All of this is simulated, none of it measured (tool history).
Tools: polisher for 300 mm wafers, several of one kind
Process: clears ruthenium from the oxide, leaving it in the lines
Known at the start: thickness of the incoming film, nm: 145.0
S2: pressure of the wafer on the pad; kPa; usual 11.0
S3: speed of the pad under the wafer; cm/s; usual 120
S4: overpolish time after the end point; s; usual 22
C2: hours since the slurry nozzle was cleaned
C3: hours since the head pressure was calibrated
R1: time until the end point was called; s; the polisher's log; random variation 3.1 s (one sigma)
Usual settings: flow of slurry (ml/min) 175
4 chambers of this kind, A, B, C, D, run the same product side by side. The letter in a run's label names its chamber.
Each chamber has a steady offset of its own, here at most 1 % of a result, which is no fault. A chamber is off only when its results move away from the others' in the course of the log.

Run 1D, hour 2.9: usual settings; wafers polished on this pad 163; C2 146.0; C3 1153.7. Result: R1 156.76 s.
Run 2B, hour 6.6: usual settings; wafers polished on this pad 562; C2 615.0; C3 366.3. Result: R1 160.74 s.
Run 3A, hour 11.0: usual settings; wafers polished on this pad 414; C2 138.3; C3 274.6. Result: R1 154.46 s.
At hour 12.1: chamber B: worn pad replaced by a new one.
Run 4C, hour 13.4: usual settings; wafers polished on this pad 378; C2 135.7; C3 552.5. Result: R1 156.85 s.
Run 5A, hour 17.5: usual settings; wafers polished on this pad 458; C2 144.8; C3 281.1. Result: R1 160.48 s.
Run 6B, hour 22.1: usual settings; wafers polished on this pad 67; C2 630.5; C3 381.8. Result: R1 157.10 s.
Run 7D, hour 25.8: usual settings but S4 26 s; wafers polished on this pad 318; C2 168.9; C3 1176.6. Result: R1 162.64 s.
Run 8C, hour 30.3: usual settings but S4 26 s; wafers polished on this pad 493; C2 152.6; C3 569.4. Result: R1 161.10 s.
Run 9C, hour 32.9: usual settings but S4 26 s; wafers polished on this pad 510; C2 155.2; C3 572.0. Result: R1 153.00 s.
Run 10D, hour 36.4: usual settings but S4 26 s; wafers polished on this pad 389; C2 179.5; C3 1187.2. Result: R1 157.57 s.
At hour 39.0: chamber C: worn pad replaced by a new one.
Run 11A, hour 39.4: usual settings; wafers polished on this pad 606; C2 166.7; C3 303.0. Result: R1 163.15 s.
Run 12B, hour 43.9: usual settings; wafers polished on this pad 215; C2 652.3; C3 403.6. Result: R1 158.84 s.
Run 13B, hour 46.4: usual settings; wafers polished on this pad 232; C2 654.8; C3 406.1. Result: R1 158.61 s.
Run 14C, hour 48.9: usual settings; wafers polished on this pad 67; C2 171.2; C3 588.0. Result: R1 153.20 s.
Run 15D, hour 52.4: usual settings; wafers polished on this pad 498; C2 195.5; C3 1203.2. Result: R1 162.77 s.
Run 16A, hour 56.3: usual settings; wafers polished on this pad 720; C2 183.6; C3 319.9. Result: R1 161.16 s.
At hour 58.4: chamber D: slurry nozzle cleaned.
Run 17C, hour 58.7: usual settings; wafers polished on this pad 133; C2 181.0; C3 597.8. Result: R1 159.96 s.
Run 18B, hour 62.1: usual settings; wafers polished on this pad 338; C2 670.5; C3 421.8. Result: R1 155.77 s.
Run 19D, hour 66.4: usual settings; wafers polished on this pad 592; C2 8.1; C3 1217.2. Result: R1 161.86 s.
Run 20A, hour 71.6: usual settings but S3 86 cm/s; wafers polished on this pad 824; C2 198.9; C3 335.2. Result: R1 221.18 s.
At hour 72.7: chamber A: head pressure recalibrated.
Run 21D, hour 75.4: usual settings but S3 86 cm/s; wafers polished on this pad 653; C2 17.1; C3 1226.2. Result: R1 231.85 s.
Run 22C, hour 78.6: usual settings but S3 86 cm/s; wafers polished on this pad 268; C2 200.9; C3 617.7. Result: R1 207.03 s.
Run 23A, hour 81.0: usual settings but S3 86 cm/s; wafers polished on this pad 888; C2 208.3; C3 8.4. Result: R1 231.60 s.
At hour 82.4: chamber D: head pressure recalibrated.
Run 24B, hour 86.1: usual settings; wafers polished on this pad 501; C2 694.5; C3 445.8. Result: R1 159.50 s.
At hour 88.0: chamber B: worn pad replaced by a new one.
Run 25C, hour 88.7: usual settings; wafers polished on this pad 336; C2 211.0; C3 627.8. Result: R1 157.57 s.
Run 26A, hour 91.4: usual settings; wafers polished on this pad 958; C2 218.7; C3 18.8. Result: R1 158.28 s.
Run 27B, hour 95.8: usual settings; wafers polished on this pad 53; C2 704.2; C3 455.5. Result: R1 161.77 s.
Run 28D, hour 100.6: usual settings but S3 140 cm/s, S4 27 s; wafers polished on this pad 824; C2 42.3; C3 18.2. Result: R1 146.09 s.
Run 29B, hour 106.0: usual settings but S3 140 cm/s, S4 27 s; wafers polished on this pad 122; C2 714.4; C3 465.7. Result: R1 130.85 s.
Run 30A, hour 108.5: usual settings but S3 140 cm/s, S4 27 s; wafers polished on this pad 1074; C2 235.8; C3 35.9. Result: R1 133.53 s.
Run 31D, hour 111.1: usual settings but S3 140 cm/s, S4 27 s; wafers polished on this pad 895; C2 52.8; C3 28.7. Result: R1 151.01 s.
Run 32C, hour 115.1: usual settings; wafers polished on this pad 515; C2 237.4; C3 654.2. Result: R1 152.97 s.
Run 33D, hour 120.3: usual settings; wafers polished on this pad 957; C2 62.0; C3 37.9. Result: R1 168.33 s.
Run 34A, hour 124.7: usual settings; wafers polished on this pad 1184; C2 252.0; C3 52.1. Result: R1 155.12 s.

What goes on in this fleet: one chamber off, a drifting gauge, or nothing beyond the chambers' own small offsets? Name the chamber and the cause, if any.

Chamber D drifts away from the others.
Cause: removal rate lost through wear of the pad, % = 10.9.

Here are 4 candidates for chamber D's next run, each the usual settings with a change, their results left as question marks. Which one brings its results back in line with what the others give on the usual settings?
In line means no further than this from the other chambers' mean on the usual settings: R1 11.00 s
Run 35D-1, hour 128.5: usual settings but flow of slurry (ml/min) 180, S2 12.4 kPa, S3 134 cm/s. Result: R1 ?.
Run 35D-2, hour 128.5: usual settings but flow of slurry (ml/min) 180, S2 12.4 kPa. Result: R1 ?.
Run 35D-3, hour 128.5: usual settings but S3 106 cm/s. Result: R1 ?.
Run 35D-4, hour 128.5: usual settings but flow of slurry (ml/min) 170, S2 9.7 kPa, S3 106 cm/s. Result: R1 ?.

The other chambers' mean on the usual settings: R1 158.91 s
  run      R1
35D-1  142.73
35D-2  159.20
35D-3  203.21
35D-4  233.13
35D-2 brings the chamber back in line.

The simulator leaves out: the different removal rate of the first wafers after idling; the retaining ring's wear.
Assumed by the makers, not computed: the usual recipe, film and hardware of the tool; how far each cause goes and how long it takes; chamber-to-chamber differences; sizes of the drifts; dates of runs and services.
